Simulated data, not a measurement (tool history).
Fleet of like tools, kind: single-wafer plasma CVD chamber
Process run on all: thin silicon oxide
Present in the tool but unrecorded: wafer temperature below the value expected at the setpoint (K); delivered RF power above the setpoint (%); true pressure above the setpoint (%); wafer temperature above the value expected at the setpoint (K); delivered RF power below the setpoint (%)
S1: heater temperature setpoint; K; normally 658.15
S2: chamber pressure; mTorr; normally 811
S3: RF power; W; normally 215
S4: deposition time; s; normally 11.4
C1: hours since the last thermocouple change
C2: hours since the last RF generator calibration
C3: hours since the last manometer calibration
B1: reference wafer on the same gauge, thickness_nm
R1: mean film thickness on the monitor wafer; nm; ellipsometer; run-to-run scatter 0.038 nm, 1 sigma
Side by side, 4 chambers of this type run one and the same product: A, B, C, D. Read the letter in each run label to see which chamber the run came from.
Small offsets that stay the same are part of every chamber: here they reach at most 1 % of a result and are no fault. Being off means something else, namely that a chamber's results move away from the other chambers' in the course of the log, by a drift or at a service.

run	hour	S1	S2	S3	S4	C1	C2	C3	B1	R1
1C	8.8	658.15	811	215	11.4	504.2	841.7	1869.7	18.59	18.231
2D	24.6	658.15	811	215	11.4	2928.1	419.5	567.5	18.598	18.335
3B	38	658.15	811	215	11.4	2495.6	804.9	949.1	18.608	18.52
# hour 52.7: chamber B: thermocouple changed; heater temperature recalibrated
4A	53.2	658.15	811	215	11.4	111.3	742.3	715.6	18.607	18.394
5B	67.8	658.15	811	215	11.4	15.1	834.7	978.9	18.594	18.534
6D	80.1	658.15	811	215	11.4	2983.6	475	623	18.598	18.364
7C	94.9	658.15	811	215	11.4	590.3	927.8	1955.8	18.598	18.272
8A	109.7	658.15	811	215	11.4	167.8	798.8	772.1	18.598	18.451
9A	122.8	653.15	811	215	11.4	180.9	811.9	785.2	18.602	18.455
10B	138.5	653.15	811	215	11.4	85.8	905.4	1049.6	18.592	18.604
11D	149.6	653.15	811	215	11.4	3053.1	544.5	692.5	18.596	18.455
# hour 150.5: chamber B: capacitance manometer re-zeroed and calibrated
12C	158.2	653.15	811	215	11.4	653.6	991.1	2019.1	18.598	18.372
13C	167.8	658.15	811	215	11.4	663.2	1000.7	2028.7	18.584	18.26
# hour 168.7: chamber D: thermocouple changed; heater temperature recalibrated
14A	175.9	658.15	811	215	11.4	234	865	838.3	18.595	18.41
15D	185.3	658.15	890	215	11.4	16.7	580.2	728.2	18.603	20.061
16B	200.3	658.15	890	215	11.4	147.6	967.2	49.8	18.595	20.275
17D	207.6	658.15	890	215	11.4	39	602.5	750.5	18.609	19.98
18B	221.8	658.15	890	215	11.4	169.1	988.7	71.3	18.589	20.227
19A	236.8	658.15	811	215	11.4	294.9	925.9	899.2	18.591	18.337
20C	251.2	658.15	811	215	11.4	746.6	1084.1	2112.1	18.603	18.229
21C	263.7	658.15	897	215	10.6	759.1	1096.6	2124.6	18.603	18.534
22A	274.8	658.15	897	215	10.6	332.9	963.9	937.2	18.609	18.601
23D	290.8	658.15	897	215	10.6	122.2	685.7	833.7	18.6	18.692
# hour 295.2: chamber C: RF generator calibrated
24B	298.6	658.15	897	215	10.6	245.9	1065.5	148.1	18.603	19.07
25C	307.8	658.15	811	215	11.4	803.2	12.7	2168.7	18.602	18.259
# hour 308.6: chamber A: capacitance manometer re-zeroed and calibrated
26A	318.7	658.15	811	215	11.4	376.8	1007.8	10.1	18.599	18.338
27D	328.9	658.15	811	215	11.4	160.3	723.8	871.8	18.594	18.367
28B	340.3	658.15	811	215	11.4	287.6	1107.2	189.8	18.604	18.817
29A	355.5	658.15	811	215	11.4	413.6	1044.6	46.9	18.614	18.37
30B	370.7	658.15	811	215	11.4	318	1137.6	220.2	18.603	18.704
31C	383.8	658.15	889	250	11.4	879.2	88.7	2244.7	18.6	21.227

Which is it: a chamber that has drifted or been left off by a service, a gauge drift common to all chambers, or only each chamber's usual small offset? If a chamber is off, name it and its likeliest cause.

A service on chamber B put it out of line with the rest.
Most likely cause: true pressure above the setpoint (%) = 1.38.

Here are 4 candidates for chamber B's next run, each the usual settings with a change, their results left as question marks. Which one brings its results back in line with what the others give on the usual settings?
In-line tolerance around the mean of the other chambers on the usual settings: R1 0.15 nm
32B-1	395.3	658.15	821	215	11.5					?
32B-2	395.3	658.15	795	215	11.4					?
32B-3	395.3	658.15	836	215	11.6					?
32B-4	395.3	658.15	788	215	11.2					?

Mean of the other chambers on the usual settings: R1 18.351 nm
run	R1
32B-1	19.097
32B-2	18.38
32B-3	19.558
32B-4	17.908
It is 32B-2 that realigns the chamber with its peers.
